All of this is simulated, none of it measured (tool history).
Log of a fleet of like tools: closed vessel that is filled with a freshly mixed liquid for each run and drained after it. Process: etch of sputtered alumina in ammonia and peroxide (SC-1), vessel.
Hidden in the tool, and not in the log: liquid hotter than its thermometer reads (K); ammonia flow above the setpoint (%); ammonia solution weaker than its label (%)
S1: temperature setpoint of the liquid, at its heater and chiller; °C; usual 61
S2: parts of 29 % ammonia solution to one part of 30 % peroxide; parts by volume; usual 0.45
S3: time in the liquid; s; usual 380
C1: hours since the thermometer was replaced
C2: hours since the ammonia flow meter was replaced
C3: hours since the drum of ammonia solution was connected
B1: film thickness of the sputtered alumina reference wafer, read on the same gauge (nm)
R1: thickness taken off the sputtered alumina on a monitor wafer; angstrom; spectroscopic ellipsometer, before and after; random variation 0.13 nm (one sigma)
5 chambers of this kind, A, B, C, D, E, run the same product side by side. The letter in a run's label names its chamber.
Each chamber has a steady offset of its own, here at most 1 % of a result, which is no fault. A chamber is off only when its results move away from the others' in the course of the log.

run 1A day=0.217 | S1=61 S2=0.45 S3=380 | C1=1896.1 C2=1410.7 C3=543.9 | B1=110.02 | R1=319.44
-- day=0.3 chamber A: ammonia flow meter replaced
run 2C day=0.525 | S1=61 S2=0.45 S3=380 | C1=918.1 C2=957 C3=46.8 | B1=110.02 | R1=322.92
run 3D day=0.688 | S1=61 S2=0.45 S3=380 | C1=155 C2=490.3 C3=468.2 | B1=109.97 | R1=322.05
run 4B day=0.829 | S1=61 S2=0.45 S3=380 | C1=327.6 C2=623.9 C3=669.7 | B1=110 | R1=321.4
run 5E day=1.071 | S1=61 S2=0.45 S3=380 | C1=1058.9 C2=1524.7 C3=369.9 | B1=110 | R1=318.94
run 6C day=1.238 | S1=61 S2=0.55 S3=380 | C1=935.2 C2=974.1 C3=63.9 | B1=110 | R1=330.33
run 7B day=1.425 | S1=61 S2=0.55 S3=380 | C1=341.9 C2=638.2 C3=684 | B1=109.98 | R1=329.01
run 8D day=1.604 | S1=61 S2=0.55 S3=380 | C1=177 C2=512.3 C3=490.2 | B1=109.98 | R1=324.71
run 9A day=1.767 | S1=61 S2=0.55 S3=380 | C1=1933.3 C2=35.3 C3=581.1 | B1=109.99 | R1=324.39
run 10E day=2.017 | S1=61 S2=0.55 S3=380 | C1=1081.6 C2=1547.4 C3=392.6 | B1=110 | R1=323.53
run 11A day=2.304 | S1=61 S2=0.45 S3=380 | C1=1946.2 C2=48.2 C3=594 | B1=109.99 | R1=318.29
run 12E day=2.575 | S1=61 S2=0.45 S3=380 | C1=1095 C2=1560.8 C3=406 | B1=109.95 | R1=316.3
run 13D day=2.858 | S1=61 S2=0.25 S3=590 | C1=207.1 C2=542.4 C3=520.3 | B1=110.01 | R1=468.79
run 14C day=3.129 | S1=61 S2=0.25 S3=590 | C1=980.6 C2=1019.5 C3=109.3 | B1=109.99 | R1=472.12
run 15B day=3.296 | S1=61 S2=0.25 S3=590 | C1=386.8 C2=683.1 C3=728.9 | B1=110 | R1=469.72
run 16A day=3.533 | S1=61 S2=0.25 S3=590 | C1=1975.7 C2=77.7 C3=623.5 | B1=110.01 | R1=468.13
run 17E day=3.667 | S1=61 S2=0.25 S3=590 | C1=1121.2 C2=1587 C3=432.2 | B1=110.02 | R1=466.66
run 18B day=3.971 | S1=61 S2=0.45 S3=380 | C1=403 C2=699.3 C3=745.1 | B1=109.99 | R1=322.87
run 19D day=4.233 | S1=61 S2=0.45 S3=260 | C1=240.1 C2=575.4 C3=553.3 | B1=109.99 | R1=221.23
run 20C day=4.375 | S1=61 S2=0.45 S3=260 | C1=1010.5 C2=1049.4 C3=139.2 | B1=110.06 | R1=222.77
run 21B day=4.517 | S1=61 S2=0.45 S3=260 | C1=416.1 C2=712.4 C3=758.2 | B1=109.98 | R1=221.04
run 22A day=4.688 | S1=61 S2=0.45 S3=260 | C1=2003.4 C2=105.4 C3=651.2 | B1=109.98 | R1=218.35
run 23E day=4.958 | S1=61 S2=0.45 S3=260 | C1=1152.2 C2=1618 C3=463.2 | B1=110.03 | R1=217.25
-- day=5.117 chamber A: thermometer replaced
run 24D day=5.129 | S1=61 S2=0.45 S3=380 | C1=261.6 C2=596.9 C3=574.8 | B1=109.98 | R1=321.31
run 25C day=5.367 | S1=61 S2=0.45 S3=380 | C1=1034.3 C2=1073.2 C3=163 | B1=110.05 | R1=325.68
-- day=5.538 chamber E: new drum of ammonia solution connected
run 26C day=5.562 | S1=61 S2=0.45 S3=380 | C1=1039 C2=1077.9 C3=167.7 | B1=110.02 | R1=325.47
run 27E day=5.696 | S1=61 S2=0.45 S3=380 | C1=1169.9 C2=1635.7 C3=3.9 | B1=109.99 | R1=319
run 28B day=5.883 | S1=67.5 S2=0.45 S3=595 | C1=448.9 C2=745.2 C3=791 | B1=110.02 | R1=694.28
run 29A day=6.079 | S1=67.5 S2=0.45 S3=595 | C1=23.1 C2=138.8 C3=684.6 | B1=110.03 | R1=694.04
run 30D day=6.217 | S1=67.5 S2=0.45 S3=595 | C1=287.7 C2=623 C3=600.9 | B1=110 | R1=698.36
run 31E day=6.462 | S1=67.5 S2=0.45 S3=595 | C1=1188.3 C2=1654.1 C3=22.3 | B1=110 | R1=691.59
run 32A day=6.621 | S1=67.5 S2=0.45 S3=595 | C1=36.1 C2=151.8 C3=697.6 | B1=109.98 | R1=697.39
run 33D day=6.767 | S1=61 S2=0.45 S3=380 | C1=300.9 C2=636.2 C3=614.1 | B1=110.03 | R1=320.26
run 34B day=7.042 | S1=61 S2=0.45 S3=380 | C1=476.7 C2=773 C3=818.8 | B1=110 | R1=320.36
run 35C day=7.346 | S1=61 S2=0.45 S3=380 | C1=1081.8 C2=1120.7 C3=210.5 | B1=109.95 | R1=333.26
run 36A day=7.525 | S1=61 S2=0.45 S3=380 | C1=57.8 C2=173.5 C3=719.3 | B1=110 | R1=318.54
run 37E day=7.675 | S1=61 S2=0.45 S3=380 | C1=1217.4 C2=1683.2 C3=51.4 | B1=110.04 | R1=318.13

Is one chamber off against the others, does the gauge drift, or is nothing wrong? If a chamber is off, say which, and what the likeliest cause is.

Chamber C drifts away from the others.
Cause: liquid hotter than its thermometer reads (K) = 0.719.

Here are 4 candidates for chamber C's next run, each the usual settings with a change, their results left as question marks. Which one brings its results back in line with what the others give on the usual settings?
In line means no further than this from the other chambers' mean on the usual settings: R1 4.5 angstrom
run 38C-1 day=7.892 | S1=61 S2=0.45 S3=375 | R1=?
run 38C-2 day=7.892 | S1=60.5 S2=0.45 S3=375 | R1=?
run 38C-3 day=7.892 | S1=61 S2=0.45 S3=395 | R1=?
run 38C-4 day=7.892 | S1=61 S2=0.55 S3=380 | R1=?

The other chambers' mean on the usual settings: R1 320.2 angstrom
run=38C-1 R1=329.4
run=38C-2 R1=321.13
run=38C-3 R1=346.97
run=38C-4 R1=340.26
38C-2 brings the chamber back in line.

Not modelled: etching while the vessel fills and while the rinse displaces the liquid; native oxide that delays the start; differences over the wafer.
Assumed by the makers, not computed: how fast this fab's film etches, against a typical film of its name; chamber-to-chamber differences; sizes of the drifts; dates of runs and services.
